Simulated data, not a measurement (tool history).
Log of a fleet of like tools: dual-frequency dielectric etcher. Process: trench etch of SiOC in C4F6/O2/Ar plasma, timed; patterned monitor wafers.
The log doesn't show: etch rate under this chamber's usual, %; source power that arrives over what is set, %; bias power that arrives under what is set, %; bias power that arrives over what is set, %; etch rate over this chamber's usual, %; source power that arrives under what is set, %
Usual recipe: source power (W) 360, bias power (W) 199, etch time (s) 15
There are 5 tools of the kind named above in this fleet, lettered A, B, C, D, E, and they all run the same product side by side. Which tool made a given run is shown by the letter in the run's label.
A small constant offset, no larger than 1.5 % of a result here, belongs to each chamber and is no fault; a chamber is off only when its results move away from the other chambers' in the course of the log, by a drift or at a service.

| run | day | source power (W) | bias power (W) | etch time (s) | hours since the last wet clean | hours since the last source power generator calibration | hours since the last bias power generator calibration | read-back reference wafer on the same gauge, depth_nm | mean etch depth across the wafer (angstrom) |
|---|---|---|---|---|---|---|---|---|---|
| 1D | 0.225 | 360 | 199 | 15 | 35.7 | 2305.7 | 1154.7 | 31.973 | 308.04 |
| 2C | 0.404 | 360 | 199 | 15 | 169.8 | 1150.8 | 661.5 | 31.98 | 307.79 |
| 3E | 0.746 | 360 | 199 | 15 | 153.6 | 2839 | 3176.4 | 32.038 | 306.55 |
| 4A | 1.046 | 360 | 199 | 15 | 225.9 | 1600.6 | 590.6 | 32.011 | 303.5 |
| 5B | 1.392 | 360 | 199 | 15 | 324.7 | 3246 | 2309 | 32.012 | 308.24 |
| 6A | 1.621 | 360 | 199 | 15 | 239.7 | 1614.4 | 604.4 | 31.975 | 303.45 |
| 7B | 2.017 | 360 | 199 | 15 | 339.7 | 3261 | 2324 | 32.035 | 307.67 |
| 8E | 2.346 | 360 | 199 | 15 | 192 | 2877.4 | 3214.8 | 32.043 | 306.16 |
| 9C | 2.679 | 360 | 233 | 15 | 224.4 | 1205.4 | 716.1 | 31.997 | 322.52 |
| 10D | 3.025 | 360 | 233 | 15 | 102.9 | 2372.9 | 1221.9 | 32.039 | 324.41 |
|  | 3.179 | chamber B: wet clean of the chamber |
| 11E | 3.262 | 360 | 233 | 15 | 214 | 2899.4 | 3236.8 | 31.97 | 323.7 |
| 12A | 3.667 | 360 | 233 | 15 | 288.8 | 1663.5 | 653.5 | 32.034 | 321.1 |
| 13C | 3.971 | 360 | 233 | 15 | 255.4 | 1236.4 | 747.1 | 32.007 | 325 |
| 14D | 4.308 | 300 | 233 | 15 | 133.7 | 2403.7 | 1252.7 | 31.999 | 302.42 |
| 15B | 4.712 | 300 | 233 | 15 | 36.8 | 3325.7 | 2388.7 | 31.994 | 300.2 |
| 16A | 4.983 | 300 | 233 | 15 | 320.4 | 1695.1 | 685.1 | 32.034 | 299.57 |
| 17E | 5.371 | 300 | 233 | 15 | 264.6 | 2950 | 3287.4 | 31.975 | 302.33 |
| 18B | 5.721 | 300 | 233 | 15 | 61 | 3349.9 | 2412.9 | 32.013 | 306.25 |
| 19C | 6.012 | 360 | 199 | 15 | 304.4 | 1285.4 | 796.1 | 31.956 | 307.28 |
| 20D | 6.196 | 360 | 199 | 15 | 179 | 2449 | 1298 | 31.986 | 307.82 |
| 21E | 6.471 | 360 | 199 | 15 | 291 | 2976.4 | 3313.8 | 31.962 | 307.24 |
| 22D | 6.842 | 360 | 199 | 15 | 194.5 | 2464.5 | 1313.5 | 32.061 | 309.73 |
| 23B | 7.217 | 360 | 199 | 15 | 96.9 | 3385.8 | 2448.8 | 31.987 | 309.36 |
| 24A | 7.45 | 410 | 199 | 15 | 379.6 | 1754.3 | 744.3 | 31.999 | 316.95 |
| 25C | 7.829 | 410 | 199 | 15 | 348 | 1329 | 839.7 | 31.975 | 323.23 |
| 26B | 8.042 | 410 | 199 | 15 | 116.7 | 3405.6 | 2468.6 | 31.999 | 325.07 |
| 27E | 8.233 | 410 | 199 | 15 | 333.3 | 3018.7 | 3356.1 | 32.002 | 319.83 |
| 28A | 8.525 | 410 | 199 | 15 | 405.4 | 1780.1 | 770.1 | 31.993 | 313.49 |
| 29C | 8.846 | 360 | 199 | 15 | 372.4 | 1353.4 | 864.1 | 32.015 | 307.82 |
| 30D | 9.238 | 360 | 199 | 15 | 252 | 2522 | 1371 | 32.006 | 308.44 |
| 31A | 9.55 | 300 | 223 | 15 | 430 | 1804.7 | 794.7 | 31.982 | 286.9 |
| 32D | 9.821 | 300 | 223 | 15 | 266 | 2536 | 1385 | 31.979 | 295.11 |
| 33B | 10.196 | 300 | 223 | 15 | 168.4 | 3457.3 | 2520.3 | 32.025 | 298.3 |
| 34E | 10.388 | 300 | 223 | 15 | 385 | 3070.4 | 3407.8 | 32.046 | 299.07 |
| 35C | 10.767 | 300 | 223 | 15 | 418.5 | 1399.5 | 910.2 | 32.023 | 299.26 |
| 36E | 11.138 | 360 | 199 | 15 | 403 | 3088.4 | 3425.8 | 31.996 | 309.77 |
| 37B | 11.512 | 360 | 199 | 15 | 200 | 3488.9 | 2551.9 | 31.999 | 306.47 |
| 38C | 11.696 | 360 | 199 | 12.5 | 440.8 | 1421.8 | 932.5 | 31.986 | 256.33 |
| 39A | 11.9 | 360 | 199 | 12.5 | 486.4 | 1861.1 | 851.1 | 31.968 | 242.34 |
| 40D | 12.254 | 360 | 199 | 12.5 | 324.4 | 2594.4 | 1443.4 | 32.011 | 254.91 |

The same settings go to every chamber for the next run, one line per chamber below. Forecast the results for each:
| 41A | 12.546 | 360 | 199 | 15 |  |  |  |  | ? |
| 41B | 12.546 | 360 | 199 | 15 |  |  |  |  | ? |
| 41C | 12.546 | 360 | 199 | 15 |  |  |  |  | ? |
| 41D | 12.546 | 360 | 199 | 15 |  |  |  |  | ? |
| 41E | 12.546 | 360 | 199 | 15 |  |  |  |  | ? |

| run | mean etch depth across the wafer (angstrom) |
|---|---|
| 41A | 289.14 |
| 41B | 306.81 |
| 41C | 309.21 |
| 41D | 304.68 |
| 41E | 305.56 |
